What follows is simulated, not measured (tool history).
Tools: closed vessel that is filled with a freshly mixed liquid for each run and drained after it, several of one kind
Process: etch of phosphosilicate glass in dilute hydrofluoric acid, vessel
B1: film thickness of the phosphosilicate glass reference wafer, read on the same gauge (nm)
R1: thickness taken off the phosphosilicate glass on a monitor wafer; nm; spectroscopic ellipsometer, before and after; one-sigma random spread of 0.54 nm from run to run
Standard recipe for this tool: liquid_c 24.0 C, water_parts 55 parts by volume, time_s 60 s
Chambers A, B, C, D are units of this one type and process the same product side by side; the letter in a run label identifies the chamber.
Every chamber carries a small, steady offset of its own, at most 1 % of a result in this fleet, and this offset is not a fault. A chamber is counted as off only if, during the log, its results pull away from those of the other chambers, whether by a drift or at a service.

{"run": "1B", "day": 0.108, "liquid_c": 24.0, "water_parts": 55, "time_s": 60, "B1": 139.99, "R1": 102.61}
{"run": "2D", "day": 0.262, "liquid_c": 24.0, "water_parts": 55, "time_s": 60, "B1": 140.0, "R1": 102.76}
{"run": "3A", "day": 0.458, "liquid_c": 24.0, "water_parts": 55, "time_s": 60, "B1": 140.01, "R1": 102.18}
{"run": "4C", "day": 0.662, "liquid_c": 24.0, "water_parts": 55, "time_s": 60, "B1": 140.01, "R1": 102.29}
{"run": "5B", "day": 0.875, "liquid_c": 24.0, "water_parts": 55, "time_s": 60, "B1": 139.99, "R1": 102.58}
{"run": "6A", "day": 1.071, "liquid_c": 24.0, "water_parts": 55, "time_s": 60, "B1": 140.0, "R1": 101.96}
{"run": "7C", "day": 1.196, "liquid_c": 24.0, "water_parts": 55, "time_s": 60, "B1": 140.01, "R1": 101.8}
{"run": "8D", "day": 1.421, "liquid_c": 24.0, "water_parts": 55, "time_s": 60, "B1": 140.02, "R1": 103.57}
{"run": "9B", "day": 1.612, "liquid_c": 24.0, "water_parts": 55, "time_s": 60, "B1": 139.98, "R1": 102.18}
{"run": "10C", "day": 1.779, "liquid_c": 22.0, "water_parts": 25, "time_s": 60, "B1": 140.01, "R1": 210.14}
{"run": "11D", "day": 1.904, "liquid_c": 22.0, "water_parts": 25, "time_s": 60, "B1": 139.99, "R1": 218.48}
{"run": "12A", "day": 2.133, "liquid_c": 22.0, "water_parts": 25, "time_s": 60, "B1": 140.0, "R1": 211.15}
{"run": "13D", "day": 2.312, "liquid_c": 22.0, "water_parts": 25, "time_s": 60, "B1": 140.01, "R1": 218.33}
{"run": "14A", "day": 2.462, "liquid_c": 27.5, "water_parts": 55, "time_s": 60, "B1": 139.98, "R1": 117.82}
{"run": "15B", "day": 2.642, "liquid_c": 27.5, "water_parts": 55, "time_s": 60, "B1": 139.99, "R1": 118.25}
{"run": "16C", "day": 2.746, "liquid_c": 27.5, "water_parts": 55, "time_s": 60, "B1": 140.01, "R1": 116.73}
{"run": "17D", "day": 2.871, "liquid_c": 27.5, "water_parts": 55, "time_s": 60, "B1": 140.0, "R1": 118.87}
{"run": "18C", "day": 2.988, "liquid_c": 24.0, "water_parts": 55, "time_s": 60, "B1": 140.0, "R1": 101.72}
{"run": "19B", "day": 3.2, "liquid_c": 24.0, "water_parts": 55, "time_s": 60, "B1": 140.01, "R1": 102.77}
{"run": "20A", "day": 3.408, "liquid_c": 24.0, "water_parts": 55, "time_s": 60, "B1": 139.99, "R1": 101.69}
{"run": "21B", "day": 3.538, "liquid_c": 24.0, "water_parts": 55, "time_s": 60, "B1": 139.99, "R1": 102.68}
{"run": "22C", "day": 3.704, "liquid_c": 27.5, "water_parts": 55, "time_s": 45, "B1": 140.0, "R1": 87.623}
{"run": "23A", "day": 3.825, "liquid_c": 27.5, "water_parts": 55, "time_s": 45, "B1": 140.0, "R1": 87.564}
{"run": "24D", "day": 3.938, "liquid_c": 27.5, "water_parts": 55, "time_s": 45, "B1": 140.0, "R1": 89.894}
{"run": "25A", "day": 4.083, "liquid_c": 27.5, "water_parts": 55, "time_s": 45, "B1": 139.99, "R1": 88.209}
{"run": "26C", "day": 4.296, "liquid_c": 24.0, "water_parts": 55, "time_s": 60, "B1": 140.0, "R1": 101.57}
{"run": "27B", "day": 4.5, "liquid_c": 24.0, "water_parts": 55, "time_s": 60, "B1": 139.98, "R1": 101.73}
{"run": "28D", "day": 4.617, "liquid_c": 24.0, "water_parts": 55, "time_s": 60, "B1": 139.99, "R1": 104.36}
{"run": "29A", "day": 4.796, "liquid_c": 26.0, "water_parts": 55, "time_s": 70, "B1": 140.01, "R1": 128.19}
{"run": "30C", "day": 5.021, "liquid_c": 26.0, "water_parts": 55, "time_s": 70, "B1": 140.01, "R1": 127.38}
{"run": "31D", "day": 5.254, "liquid_c": 26.0, "water_parts": 55, "time_s": 70, "B1": 139.99, "R1": 132.99}
{"run": "32B", "day": 5.362, "liquid_c": 26.0, "water_parts": 55, "time_s": 70, "B1": 140.01, "R1": 129.47}
{"run": "33C", "day": 5.575, "liquid_c": 29.0, "water_parts": 55, "time_s": 60, "B1": 140.0, "R1": 123.37}
{"run": "34B", "day": 5.796, "liquid_c": 29.0, "water_parts": 55, "time_s": 60, "B1": 140.01, "R1": 124.31}
{"run": "35D", "day": 5.942, "liquid_c": 29.0, "water_parts": 55, "time_s": 60, "B1": 140.0, "R1": 129.82}
{"day": 6.029, "done": "chamber B: hydrofluoric acid flow meter replaced"}
{"run": "36A", "day": 6.083, "liquid_c": 29.0, "water_parts": 55, "time_s": 60, "B1": 139.99, "R1": 125.27}
{"run": "37D", "day": 6.267, "liquid_c": 19.5, "water_parts": 35, "time_s": 60, "B1": 140.0, "R1": 143.86}
{"run": "38C", "day": 6.392, "liquid_c": 19.5, "water_parts": 35, "time_s": 60, "B1": 139.98, "R1": 135.08}
{"run": "39A", "day": 6.583, "liquid_c": 19.5, "water_parts": 35, "time_s": 60, "B1": 140.02, "R1": 135.34}
{"run": "40B", "day": 6.692, "liquid_c": 19.5, "water_parts": 35, "time_s": 60, "B1": 140.0, "R1": 136.82}

Is one chamber off against the others, does the gauge drift, or is nothing wrong? If a chamber is off, say which, and what the likeliest cause is.

It is chamber D that slowly wanders off from its peers.
Most likely cause: liquid hotter than its thermometer reads (K) = 0.944.
The log may not separate it from: hydrofluoric acid flow above the setpoint (%).

Here are 4 candidates for chamber D's next run, each the usual settings with a change, their results left as question marks. Which one brings its results back in line with what the others give on the usual settings?
Allowed miss from the other chambers' usual-settings mean, per result, to count as in line: R1 1.900 nm
{"run": "41D-1", "day": 6.858, "liquid_c": 23.0, "water_parts": 55, "time_s": 60, "R1": "?"}
{"run": "41D-2", "day": 6.858, "liquid_c": 25.0, "water_parts": 55, "time_s": 60, "R1": "?"}
{"run": "41D-3", "day": 6.858, "liquid_c": 26.0, "water_parts": 55, "time_s": 60, "R1": "?"}
{"run": "41D-4", "day": 6.858, "liquid_c": 22.0, "water_parts": 55, "time_s": 60, "R1": "?"}

The mean the other chambers reach with the usual settings: R1 102.000 nm
run=41D-1 R1=102.580
run=41D-2 R1=111.230
run=41D-3 R1=115.750
run=41D-4 R1=98.445
41D-1 is the one that brings the chamber's results back in line with the other chambers.
